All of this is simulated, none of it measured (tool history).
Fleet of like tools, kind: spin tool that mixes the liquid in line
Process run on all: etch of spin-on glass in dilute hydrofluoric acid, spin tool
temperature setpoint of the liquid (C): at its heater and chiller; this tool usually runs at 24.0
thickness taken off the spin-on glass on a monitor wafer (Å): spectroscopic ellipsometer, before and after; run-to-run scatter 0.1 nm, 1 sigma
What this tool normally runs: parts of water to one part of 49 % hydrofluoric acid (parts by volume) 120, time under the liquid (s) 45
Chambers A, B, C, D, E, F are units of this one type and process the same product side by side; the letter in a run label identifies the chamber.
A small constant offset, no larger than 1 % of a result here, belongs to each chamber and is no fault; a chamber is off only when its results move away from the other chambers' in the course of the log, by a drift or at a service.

run	hour	temperature setpoint of the liquid (C)	parts of water to one part of 49 % hydrofluoric acid (parts by volume)	time under the liquid (s)	read-back film thickness of the spin-on glass reference wafer, read on the same gauge (nm)	thickness taken off the spin-on glass on a monitor wafer (Å)
1F	6.5	24.0	120	45	79.992	137.370
2C	11.0	24.0	120	45	79.966	135.980
3D	18.2	24.0	120	45	79.986	137.860
4A	23.7	24.0	120	45	80.021	137.930
5E	27.4	24.0	120	45	80.000	137.950
6B	32.2	24.0	120	45	80.019	137.270
7E	35.6	24.0	120	45	79.992	136.530
8D	42.2	24.0	120	45	80.022	138.310
9C	47.4	24.0	120	45	79.999	134.720
10A	54.2	24.0	120	45	79.981	138.870
11B	59.4	24.0	120	45	80.021	137.210
12F	66.6	24.0	120	45	80.042	137.900
13D	73.5	20.0	120	35	80.004	92.996
14B	79.0	20.0	120	35	80.021	91.293
15A	82.9	20.0	120	35	80.026	90.480
16E	88.6	20.0	120	35	80.011	90.211
17C	95.3	20.0	120	35	79.978	89.076
18F	101.7	20.0	120	35	79.990	92.642
19A	107.3	24.0	120	45	79.945	137.580
20C	110.9	24.0	120	45	79.990	135.520
21B	116.9	24.0	120	30	80.026	89.984
22E	121.2	24.0	120	30	80.011	91.843
23D	128.4	24.0	120	30	80.021	93.662
24F	135.1	24.0	120	30	80.005	94.090
# hour 135.9: chamber A: thermometer replaced
25D	141.3	24.0	120	30	80.053	90.213
26C	145.4	24.0	120	30	79.995	90.980
27B	152.0	24.0	120	45	79.999	137.120
28F	155.4	24.0	120	45	79.980	143.410
29E	162.7	24.0	155	45	79.995	101.150
30A	167.5	24.0	155	45	79.983	102.620
31A	170.7	24.0	155	45	80.024	102.870
32F	177.1	24.0	155	45	80.018	108.400
33E	180.4	24.0	155	45	80.017	102.320
# hour 183.0: chamber B: thermometer replaced
34C	185.2	24.0	155	45	80.022	100.420
35D	188.5	24.0	120	45	79.986	138.590
36B	194.9	24.0	120	45	80.012	139.290
# hour 199.2: chamber C: thermometer replaced
37B	200.2	24.0	120	45	80.022	136.510
38F	204.8	24.0	120	45	79.971	145.300
39E	208.9	24.0	120	45	80.025	136.380
40D	215.1	24.0	120	45	79.981	138.840
41A	220.1	24.0	120	45	79.989	139.100
42C	223.7	24.0	120	45	79.971	134.700
43C	230.9	24.0	155	60	79.987	134.290

Is one chamber off against the others, does the gauge drift, or is nothing wrong? If a chamber is off, say which, and what the likeliest cause is.

One chamber, F, drifts off from the rest bit by bit.
Likeliest cause: hydrofluoric acid flow above the setpoint (%) = 6.35.
From this log alone, it may not be told apart from: liquid hotter than its thermometer reads (K).

Chamber F could run next with any of the 4 candidate recipes listed below; each alters the usual settings, and their results appear as question marks. Which one brings its results back in line with what the other chambers deliver on the usual settings?
A result is in line if it is within this distance of the other chambers' mean on the usual settings: thickness taken off the spin-on glass on a monitor wafer (Å) 3.600
44F-1	236.2	22.5	120	45		?
44F-2	236.2	23.5	120	45		?
44F-3	236.2	24.5	120	45		?
44F-4	236.2	25.5	120	45		?

Mean of the other chambers on the usual settings: thickness taken off the spin-on glass on a monitor wafer (Å) 137.340
run	thickness taken off the spin-on glass on a monitor wafer (Å)
44F-1	137.290
44F-2	142.780
44F-3	148.380
44F-4	154.210
44F-1 brings the chamber back in line.

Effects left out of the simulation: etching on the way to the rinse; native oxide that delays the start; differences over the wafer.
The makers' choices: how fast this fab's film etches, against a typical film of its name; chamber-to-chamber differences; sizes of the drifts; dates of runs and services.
